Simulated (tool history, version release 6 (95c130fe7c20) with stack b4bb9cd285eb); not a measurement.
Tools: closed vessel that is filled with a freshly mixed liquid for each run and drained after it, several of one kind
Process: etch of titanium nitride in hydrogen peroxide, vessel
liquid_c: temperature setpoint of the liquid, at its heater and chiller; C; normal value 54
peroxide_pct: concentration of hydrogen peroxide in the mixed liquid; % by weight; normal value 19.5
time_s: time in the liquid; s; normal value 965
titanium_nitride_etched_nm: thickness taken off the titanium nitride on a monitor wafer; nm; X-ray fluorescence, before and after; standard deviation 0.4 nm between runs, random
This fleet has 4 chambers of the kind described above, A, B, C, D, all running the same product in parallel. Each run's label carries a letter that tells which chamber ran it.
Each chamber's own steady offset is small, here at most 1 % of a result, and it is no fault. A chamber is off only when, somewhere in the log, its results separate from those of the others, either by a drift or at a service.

| run | hour | liquid_c | peroxide_pct | time_s | read-back film thickness of the titanium nitride reference wafer, read on the same gauge (nm) | titanium_nitride_etched_nm |
|---|---|---|---|---|---|---|
| 1C | 8 | 54 | 19.5 | 965 | 150.02 | 47.068 |
| 2B | 13.7 | 54 | 19.5 | 965 | 150.01 | 47.635 |
| 3D | 19.4 | 54 | 19.5 | 965 | 150.02 | 46.792 |
| 4A | 25.6 | 54 | 19.5 | 965 | 150 | 46.381 |
| 5C | 34.4 | 61 | 19.5 | 480 | 150 | 37.083 |
|  | 38.6 | chamber A: new drum of peroxide connected |
| 6A | 41.1 | 61 | 19.5 | 480 | 150 | 37.532 |
| 7D | 47.4 | 61 | 19.5 | 480 | 149.99 | 38.211 |
| 8B | 54.2 | 61 | 19.5 | 480 | 150.01 | 38.003 |
| 9D | 60.9 | 54 | 19.5 | 965 | 149.95 | 47.284 |
| 10A | 67.7 | 54 | 19.5 | 965 | 149.99 | 46.622 |
| 11B | 73.8 | 54 | 19.5 | 965 | 149.97 | 46.426 |
| 12C | 81.9 | 54 | 19.5 | 965 | 150 | 46.638 |
| 13D | 86.1 | 54 | 19.5 | 965 | 149.97 | 46.975 |
| 14B | 95.3 | 54 | 19.5 | 965 | 149.98 | 46.772 |
| 15A | 103 | 54 | 19.5 | 1170 | 150.02 | 54.629 |
| 16C | 110.8 | 54 | 19.5 | 1170 | 149.98 | 57.026 |
| 17A | 119.6 | 54 | 19.5 | 1170 | 149.99 | 54.784 |
| 18C | 126.1 | 54 | 19.5 | 1170 | 149.96 | 56.757 |
| 19D | 133.8 | 54 | 19.5 | 965 | 149.98 | 46.652 |
| 20B | 138.1 | 54 | 19.5 | 965 | 149.97 | 46.644 |
| 21A | 145.6 | 54 | 19.5 | 965 | 149.95 | 44.55 |
| 22D | 154.6 | 54 | 19.5 | 965 | 150 | 46.96 |
| 23C | 159.8 | 54 | 19.5 | 965 | 150.02 | 47.03 |
| 24B | 167 | 54 | 19.5 | 965 | 149.99 | 47.578 |
| 25D | 171.5 | 54 | 19.5 | 965 | 150.02 | 46.862 |
|  | 172.4 | chamber C: new drum of peroxide connected |
| 26B | 177 | 54 | 19.5 | 965 | 149.99 | 47.609 |
| 27C | 182.4 | 54 | 16 | 605 | 150.01 | 28.284 |
| 28A | 189.9 | 54 | 16 | 605 | 149.96 | 25.925 |
| 29D | 197.4 | 54 | 16 | 605 | 150.01 | 28.238 |
| 30C | 206.5 | 54 | 16 | 605 | 149.98 | 28.255 |

Each of the 4 chambers runs these same settings next. Fill in every chamber's results:
| 31A | 213.1 | 54 | 14 | 965 |  | ? |
| 31B | 213.1 | 54 | 14 | 965 |  | ? |
| 31C | 213.1 | 54 | 14 | 965 |  | ? |
| 31D | 213.1 | 54 | 14 | 965 |  | ? |

| run | titanium_nitride_etched_nm |
|---|---|
| 31A | 39.628 |
| 31B | 43.288 |
| 31C | 43.111 |
| 31D | 42.964 |

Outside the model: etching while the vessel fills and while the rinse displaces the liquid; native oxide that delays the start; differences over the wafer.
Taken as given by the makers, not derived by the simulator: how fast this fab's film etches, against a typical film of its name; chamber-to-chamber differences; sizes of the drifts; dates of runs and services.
